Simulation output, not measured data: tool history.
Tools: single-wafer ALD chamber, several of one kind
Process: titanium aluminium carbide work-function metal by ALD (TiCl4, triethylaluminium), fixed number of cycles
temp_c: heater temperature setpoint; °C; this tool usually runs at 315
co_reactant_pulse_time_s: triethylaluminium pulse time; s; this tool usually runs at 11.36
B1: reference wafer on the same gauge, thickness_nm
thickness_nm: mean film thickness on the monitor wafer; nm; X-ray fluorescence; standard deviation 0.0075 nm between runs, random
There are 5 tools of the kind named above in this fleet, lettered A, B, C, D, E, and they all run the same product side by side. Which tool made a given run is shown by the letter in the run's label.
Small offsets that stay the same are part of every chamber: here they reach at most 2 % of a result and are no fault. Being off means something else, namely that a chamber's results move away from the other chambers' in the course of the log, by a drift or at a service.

run 1D hour=11.0 | temp_c=315 co_reactant_pulse_time_s=11.36 | B1=1.8600 | thickness_nm=2.2013
run 2C hour=21.5 | temp_c=315 co_reactant_pulse_time_s=11.36 | B1=1.8598 | thickness_nm=2.1425
run 3E hour=35.5 | temp_c=315 co_reactant_pulse_time_s=11.36 | B1=1.8596 | thickness_nm=2.1526
run 4B hour=47.9 | temp_c=315 co_reactant_pulse_time_s=11.36 | B1=1.8622 | thickness_nm=2.1616
run 5A hour=58.3 | temp_c=315 co_reactant_pulse_time_s=11.36 | B1=1.8594 | thickness_nm=2.1565
run 6A hour=67.0 | temp_c=315 co_reactant_pulse_time_s=11.36 | B1=1.8578 | thickness_nm=2.1452
run 7B hour=78.7 | temp_c=315 co_reactant_pulse_time_s=11.36 | B1=1.8607 | thickness_nm=2.1620
run 8E hour=85.7 | temp_c=315 co_reactant_pulse_time_s=11.36 | B1=1.8598 | thickness_nm=2.1495
run 9D hour=95.8 | temp_c=315 co_reactant_pulse_time_s=11.36 | B1=1.8582 | thickness_nm=2.1765
run 10C hour=104.8 | temp_c=315 co_reactant_pulse_time_s=11.36 | B1=1.8600 | thickness_nm=2.1414
run 11B hour=117.4 | temp_c=329 co_reactant_pulse_time_s=9.01 | B1=1.8591 | thickness_nm=2.2374
run 12D hour=126.6 | temp_c=329 co_reactant_pulse_time_s=9.01 | B1=1.8595 | thickness_nm=2.2643
run 13E hour=137.3 | temp_c=329 co_reactant_pulse_time_s=9.01 | B1=1.8605 | thickness_nm=2.1927
run 14A hour=146.3 | temp_c=329 co_reactant_pulse_time_s=9.01 | B1=1.8598 | thickness_nm=2.2011
run 15C hour=153.9 | temp_c=329 co_reactant_pulse_time_s=9.01 | B1=1.8609 | thickness_nm=2.2109
run 16C hour=165.5 | temp_c=315 co_reactant_pulse_time_s=11.36 | B1=1.8602 | thickness_nm=2.1353
run 17B hour=171.6 | temp_c=315 co_reactant_pulse_time_s=11.36 | B1=1.8609 | thickness_nm=2.1544
run 18A hour=177.8 | temp_c=315 co_reactant_pulse_time_s=11.36 | B1=1.8596 | thickness_nm=2.1484
run 19D hour=184.3 | temp_c=315 co_reactant_pulse_time_s=15.62 | B1=1.8591 | thickness_nm=2.2202
run 20E hour=195.5 | temp_c=315 co_reactant_pulse_time_s=15.62 | B1=1.8592 | thickness_nm=2.1773
run 21C hour=202.1 | temp_c=315 co_reactant_pulse_time_s=15.62 | B1=1.8598 | thickness_nm=2.1828
run 22B hour=212.3 | temp_c=315 co_reactant_pulse_time_s=15.62 | B1=1.8605 | thickness_nm=2.2054
run 23A hour=219.3 | temp_c=315 co_reactant_pulse_time_s=15.62 | B1=1.8601 | thickness_nm=2.1899
run 24D hour=229.6 | temp_c=315 co_reactant_pulse_time_s=11.36 | B1=1.8597 | thickness_nm=2.1825
run 25E hour=241.8 | temp_c=315 co_reactant_pulse_time_s=11.36 | B1=1.8600 | thickness_nm=2.1200
run 26E hour=253.0 | temp_c=315 co_reactant_pulse_time_s=11.36 | B1=1.8586 | thickness_nm=2.1211
run 27C hour=265.0 | temp_c=315 co_reactant_pulse_time_s=11.36 | B1=1.8603 | thickness_nm=2.1498
run 28B hour=272.8 | temp_c=315 co_reactant_pulse_time_s=13.19 | B1=1.8598 | thickness_nm=2.1715
run 29D hour=284.2 | temp_c=315 co_reactant_pulse_time_s=13.19 | B1=1.8596 | thickness_nm=2.2067
run 30A hour=295.7 | temp_c=315 co_reactant_pulse_time_s=13.19 | B1=1.8604 | thickness_nm=2.1836
run 31A hour=305.7 | temp_c=315 co_reactant_pulse_time_s=13.19 | B1=1.8605 | thickness_nm=2.1623
run 32D hour=317.5 | temp_c=315 co_reactant_pulse_time_s=13.19 | B1=1.8615 | thickness_nm=2.2165
run 33B hour=327.9 | temp_c=315 co_reactant_pulse_time_s=11.36 | B1=1.8605 | thickness_nm=2.1590
-- hour=329.8 chamber C: triethylaluminium bottle replaced
run 34E hour=341.8 | temp_c=315 co_reactant_pulse_time_s=11.36 | B1=1.8598 | thickness_nm=2.0915
run 35C hour=355.5 | temp_c=315 co_reactant_pulse_time_s=11.36 | B1=1.8611 | thickness_nm=2.1464
run 36A hour=365.5 | temp_c=315 co_reactant_pulse_time_s=11.36 | B1=1.8596 | thickness_nm=2.1371

Next, all 5 chambers run the settings below, one line each with question marks for the results. What does each chamber give?
run 37A hour=375.7 | temp_c=315 co_reactant_pulse_time_s=12.76 | thickness_nm=?
run 37B hour=375.7 | temp_c=315 co_reactant_pulse_time_s=12.76 | thickness_nm=?
run 37C hour=375.7 | temp_c=315 co_reactant_pulse_time_s=12.76 | thickness_nm=?
run 37D hour=375.7 | temp_c=315 co_reactant_pulse_time_s=12.76 | thickness_nm=?
run 37E hour=375.7 | temp_c=315 co_reactant_pulse_time_s=12.76 | thickness_nm=?

run=37A thickness_nm=2.1772
run=37B thickness_nm=2.1898
run=37C thickness_nm=2.1607
run=37D thickness_nm=2.2029
run=37E thickness_nm=2.1106
